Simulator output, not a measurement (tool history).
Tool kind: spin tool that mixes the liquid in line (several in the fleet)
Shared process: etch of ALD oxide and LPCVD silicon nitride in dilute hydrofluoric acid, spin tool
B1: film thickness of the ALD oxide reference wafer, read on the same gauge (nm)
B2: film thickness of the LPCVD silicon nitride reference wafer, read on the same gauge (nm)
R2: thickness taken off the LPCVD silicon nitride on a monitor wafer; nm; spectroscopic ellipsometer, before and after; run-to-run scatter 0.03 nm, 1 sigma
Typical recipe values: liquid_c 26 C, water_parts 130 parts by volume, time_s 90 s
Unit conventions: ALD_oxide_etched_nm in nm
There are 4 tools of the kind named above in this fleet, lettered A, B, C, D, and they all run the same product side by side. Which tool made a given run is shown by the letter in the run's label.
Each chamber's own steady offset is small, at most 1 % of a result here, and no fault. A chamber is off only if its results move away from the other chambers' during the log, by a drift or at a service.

{"run": "1A", "hour": 4.8, "liquid_c": 26, "water_parts": 130, "time_s": 90, "B1": 120.01, "B2": 59.995, "ALD_oxide_etched_nm": 9.195, "R2": 0.45302}
{"run": "2D", "hour": 8.8, "liquid_c": 26, "water_parts": 130, "time_s": 90, "B1": 120, "B2": 59.997, "ALD_oxide_etched_nm": 8.933, "R2": 0.45554}
{"run": "3C", "hour": 11.3, "liquid_c": 26, "water_parts": 130, "time_s": 90, "B1": 119.99, "B2": 60.015, "ALD_oxide_etched_nm": 9.1178, "R2": 0.39868}
{"run": "4B", "hour": 16.1, "liquid_c": 26, "water_parts": 130, "time_s": 90, "B1": 120.01, "B2": 60.005, "ALD_oxide_etched_nm": 9.0756, "R2": 0.47502}
{"run": "5A", "hour": 20.3, "liquid_c": 26, "water_parts": 130, "time_s": 90, "B1": 119.98, "B2": 60.011, "ALD_oxide_etched_nm": 9.0641, "R2": 0.45924}
{"run": "6D", "hour": 24.4, "liquid_c": 26, "water_parts": 130, "time_s": 90, "B1": 119.97, "B2": 59.968, "ALD_oxide_etched_nm": 9.1728, "R2": 0.46877}
{"run": "7C", "hour": 28.9, "liquid_c": 26, "water_parts": 130, "time_s": 90, "B1": 120.01, "B2": 60.009, "ALD_oxide_etched_nm": 9.212, "R2": 0.42635}
{"run": "8B", "hour": 33.1, "liquid_c": 26, "water_parts": 130, "time_s": 90, "B1": 119.99, "B2": 59.993, "ALD_oxide_etched_nm": 9.0524, "R2": 0.4063}
{"run": "9D", "hour": 36.0, "liquid_c": 26, "water_parts": 130, "time_s": 90, "B1": 119.96, "B2": 60.009, "ALD_oxide_etched_nm": 9.0605, "R2": 0.46049}
{"run": "10B", "hour": 39.5, "liquid_c": 26, "water_parts": 130, "time_s": 90, "B1": 119.98, "B2": 59.985, "ALD_oxide_etched_nm": 9.0815, "R2": 0.44401}
{"run": "11A", "hour": 42.5, "liquid_c": 26, "water_parts": 130, "time_s": 90, "B1": 120.03, "B2": 60.006, "ALD_oxide_etched_nm": 9.1452, "R2": 0.43828}
{"run": "12C", "hour": 45.0, "liquid_c": 29, "water_parts": 130, "time_s": 90, "B1": 119.99, "B2": 60.005, "ALD_oxide_etched_nm": 10.319, "R2": 0.5489}
{"run": "13B", "hour": 48.3, "liquid_c": 29, "water_parts": 130, "time_s": 90, "B1": 120.03, "B2": 59.991, "ALD_oxide_etched_nm": 10.159, "R2": 0.50175}
{"run": "14A", "hour": 51.8, "liquid_c": 29, "water_parts": 130, "time_s": 90, "B1": 120, "B2": 59.991, "ALD_oxide_etched_nm": 10.267, "R2": 0.51283}
{"run": "15C", "hour": 56.0, "liquid_c": 29, "water_parts": 130, "time_s": 90, "B1": 120.01, "B2": 59.972, "ALD_oxide_etched_nm": 10.188, "R2": 0.49305}
{"run": "16D", "hour": 60.8, "liquid_c": 26, "water_parts": 130, "time_s": 90, "B1": 120, "B2": 60.01, "ALD_oxide_etched_nm": 9.067, "R2": 0.44395}
{"run": "17D", "hour": 65.6, "liquid_c": 26, "water_parts": 130, "time_s": 90, "B1": 119.96, "B2": 59.988, "ALD_oxide_etched_nm": 9.0811, "R2": 0.39552}
{"run": "18B", "hour": 70.3, "liquid_c": 26, "water_parts": 130, "time_s": 90, "B1": 120.02, "B2": 59.993, "ALD_oxide_etched_nm": 9.2839, "R2": 0.44668}
{"run": "19C", "hour": 74.4, "liquid_c": 26, "water_parts": 130, "time_s": 90, "B1": 119.95, "B2": 59.989, "ALD_oxide_etched_nm": 9.091, "R2": 0.36356}
{"run": "20A", "hour": 77.0, "liquid_c": 26, "water_parts": 130, "time_s": 90, "B1": 120.01, "B2": 60, "ALD_oxide_etched_nm": 9.0598, "R2": 0.41347}
{"run": "21D", "hour": 80.0, "liquid_c": 26, "water_parts": 130, "time_s": 90, "B1": 120, "B2": 60.006, "ALD_oxide_etched_nm": 9.1866, "R2": 0.48885}
{"run": "22C", "hour": 84.1, "liquid_c": 26, "water_parts": 130, "time_s": 90, "B1": 119.96, "B2": 59.985, "ALD_oxide_etched_nm": 9.2669, "R2": 0.42694}
{"run": "23A", "hour": 89.0, "liquid_c": 26, "water_parts": 180, "time_s": 45, "B1": 120.01, "B2": 60.016, "ALD_oxide_etched_nm": 3.0896, "R2": 0.16479}
{"run": "24B", "hour": 93.7, "liquid_c": 26, "water_parts": 180, "time_s": 45, "B1": 119.94, "B2": 60.004, "ALD_oxide_etched_nm": 3.0581, "R2": 0.15744}
{"run": "25C", "hour": 98.3, "liquid_c": 26, "water_parts": 180, "time_s": 45, "B1": 119.98, "B2": 60.023, "ALD_oxide_etched_nm": 3.1086, "R2": 0.15204}
{"run": "26A", "hour": 102.0, "liquid_c": 26, "water_parts": 180, "time_s": 45, "B1": 120.01, "B2": 60.008, "ALD_oxide_etched_nm": 3.0986, "R2": 0.15749}
{"hour": 106.4, "done": "chamber C: thermometer replaced"}
{"run": "27B", "hour": 106.8, "liquid_c": 26, "water_parts": 130, "time_s": 90, "B1": 120.02, "B2": 60.011, "ALD_oxide_etched_nm": 9.1754, "R2": 0.40308}
{"run": "28D", "hour": 109.3, "liquid_c": 26, "water_parts": 130, "time_s": 90, "B1": 120.03, "B2": 60.006, "ALD_oxide_etched_nm": 9.2282, "R2": 0.40473}
{"run": "29D", "hour": 112.9, "liquid_c": 23, "water_parts": 130, "time_s": 90, "B1": 120.02, "B2": 59.996, "ALD_oxide_etched_nm": 8.2705, "R2": 0.39392}
{"run": "30A", "hour": 115.4, "liquid_c": 23, "water_parts": 130, "time_s": 90, "B1": 120.01, "B2": 60.009, "ALD_oxide_etched_nm": 8.0654, "R2": 0.35183}
{"run": "31C", "hour": 117.9, "liquid_c": 23, "water_parts": 130, "time_s": 90, "B1": 120.03, "B2": 59.966, "ALD_oxide_etched_nm": 8.1914, "R2": 0.35047}
{"run": "32B", "hour": 120.8, "liquid_c": 23, "water_parts": 130, "time_s": 90, "B1": 119.98, "B2": 59.998, "ALD_oxide_etched_nm": 7.9473, "R2": 0.38224}
{"run": "33A", "hour": 123.6, "liquid_c": 26, "water_parts": 130, "time_s": 90, "B1": 120.01, "B2": 59.99, "ALD_oxide_etched_nm": 9.1447, "R2": 0.38363}
{"run": "34D", "hour": 126.8, "liquid_c": 26, "water_parts": 130, "time_s": 90, "B1": 120.02, "B2": 59.981, "ALD_oxide_etched_nm": 9.3246, "R2": 0.43028}
{"run": "35B", "hour": 129.9, "liquid_c": 29, "water_parts": 190, "time_s": 90, "B1": 120.02, "B2": 60.007, "ALD_oxide_etched_nm": 6.3461, "R2": 0.37678}
{"run": "36C", "hour": 133.2, "liquid_c": 29, "water_parts": 190, "time_s": 90, "B1": 120.06, "B2": 59.999, "ALD_oxide_etched_nm": 6.4384, "R2": 0.35528}
{"run": "37A", "hour": 138.1, "liquid_c": 29, "water_parts": 190, "time_s": 90, "B1": 119.97, "B2": 59.993, "ALD_oxide_etched_nm": 6.464, "R2": 0.34836}

All chambers now run identical settings, listed one chamber a line with results as question marks. What results will each chamber show?
{"run": "38A", "hour": 141.6, "liquid_c": 26, "water_parts": 130, "time_s": 90, "ALD_oxide_etched_nm": "?", "R2": "?"}
{"run": "38B", "hour": 141.6, "liquid_c": 26, "water_parts": 130, "time_s": 90, "ALD_oxide_etched_nm": "?", "R2": "?"}
{"run": "38C", "hour": 141.6, "liquid_c": 26, "water_parts": 130, "time_s": 90, "ALD_oxide_etched_nm": "?", "R2": "?"}
{"run": "38D", "hour": 141.6, "liquid_c": 26, "water_parts": 130, "time_s": 90, "ALD_oxide_etched_nm": "?", "R2": "?"}

run=38A ALD_oxide_etched_nm=9.1504 R2=0.38381
run=38B ALD_oxide_etched_nm=9.1212 R2=0.45311
run=38C ALD_oxide_etched_nm=9.3027 R2=0.43826
run=38D ALD_oxide_etched_nm=9.599 R2=0.42951
